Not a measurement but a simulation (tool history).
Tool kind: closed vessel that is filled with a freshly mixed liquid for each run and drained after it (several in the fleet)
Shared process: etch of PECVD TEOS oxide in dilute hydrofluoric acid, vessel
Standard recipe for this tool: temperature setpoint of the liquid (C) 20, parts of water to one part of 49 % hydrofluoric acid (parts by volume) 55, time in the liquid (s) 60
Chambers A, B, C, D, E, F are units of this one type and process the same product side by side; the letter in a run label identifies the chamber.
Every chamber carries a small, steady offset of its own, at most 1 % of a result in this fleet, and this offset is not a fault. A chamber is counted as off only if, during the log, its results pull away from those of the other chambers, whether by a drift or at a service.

run	hour	temperature setpoint of the liquid (C)	parts of water to one part of 49 % hydrofluoric acid (parts by volume)	time in the liquid (s)	hours since the thermometer was replaced	hours since the hydrofluoric acid flow meter was replaced	read-back film thickness of the PECVD TEOS oxide reference wafer, read on the same gauge (nm)	thickness taken off the PECVD TEOS oxide on a monitor wafer (angstrom)
1C	11	20	55	60	313.4	28.2	140.01	89.705
2F	22.6	20	55	60	1501.6	423	140.01	90.144
3D	28.4	20	55	60	472.9	502	139.98	88.997
4B	39.3	20	55	60	724.6	1716.8	139.97	89.734
5E	51.1	20	55	60	201.1	1107.1	140.03	88.477
6A	62.6	20	55	60	1696.3	409.5	140.01	91.344
7B	68.1	20	70	90	753.4	1745.6	140.06	104.77
8F	76.6	20	70	90	1555.6	477	140	103.87
9C	86.4	20	70	90	388.8	103.6	140.03	103.38
10E	92	20	70	90	242	1148	140.02	104.01
11A	102.9	20	70	90	1736.6	449.8	140	105.38
12D	114.1	20	70	90	558.6	587.7	139.99	104.06
13D	119.8	20	55	60	564.3	593.4	140	89.785
# hour 122.7: chamber A: thermometer replaced
14B	128.6	20	55	60	813.9	1806.1	140	88.838
15E	139.5	20	55	60	289.5	1195.5	139.99	90.29
16F	149.8	20	55	60	1628.8	550.2	140.01	89.826
17C	161.5	20	65	75	463.9	178.7	140.06	93.78
18A	167.1	20	65	75	44.5	514	140	94.895
19B	178.9	20	65	75	864.2	1856.4	140.03	93.902
20E	184.8	20	65	75	334.8	1240.8	140.02	95.807
21C	196.8	20	65	75	499.2	214	139.99	93.57
22F	203.9	20	65	75	1682.9	604.3	139.97	93.04
23A	214.3	20	65	75	91.7	561.2	140.03	94.839
24D	225.3	20	65	75	669.8	698.9	140.01	94.641
25E	232.7	20	65	75	382.7	1288.7	139.99	96.814
26D	243.4	20	65	75	687.9	717	139.98	94.267
27F	251.8	20	65	75	1730.8	652.2	139.97	93.249
28A	259.4	20	65	75	136.8	606.3	139.99	95.37
29B	265.5	20	35	30	950.8	1943	140	72.311
30C	273.8	20	35	30	576.2	291	139.96	73.464
31D	281.1	20	35	30	725.6	754.7	140	72.975
32B	291.5	20	35	30	976.8	1969	140.07	72.248
33E	303.1	20	35	30	453.1	1359.1	140.02	74.82
34A	315.1	20	35	30	192.5	662	140	71.947
35C	320.4	20	55	60	622.8	337.6	140.03	89.684
36F	331.7	20	55	60	1810.7	732.1	139.99	89.833
37F	340.9	20	55	60	1819.9	741.3	140	89.743
38D	347.9	17	55	90	792.4	821.5	140.02	119.47

The same settings go to every chamber for the next run, one line per chamber below. Forecast the results for each:
39A	356.5	25	55	60				?
39B	356.5	25	55	60				?
39C	356.5	25	55	60				?
39D	356.5	25	55	60				?
39E	356.5	25	55	60				?
39F	356.5	25	55	60				?

run	thickness taken off the PECVD TEOS oxide on a monitor wafer (angstrom)
39A	111.42
39B	110.21
39C	111.18
39D	110.6
39E	117.63
39F	110.81
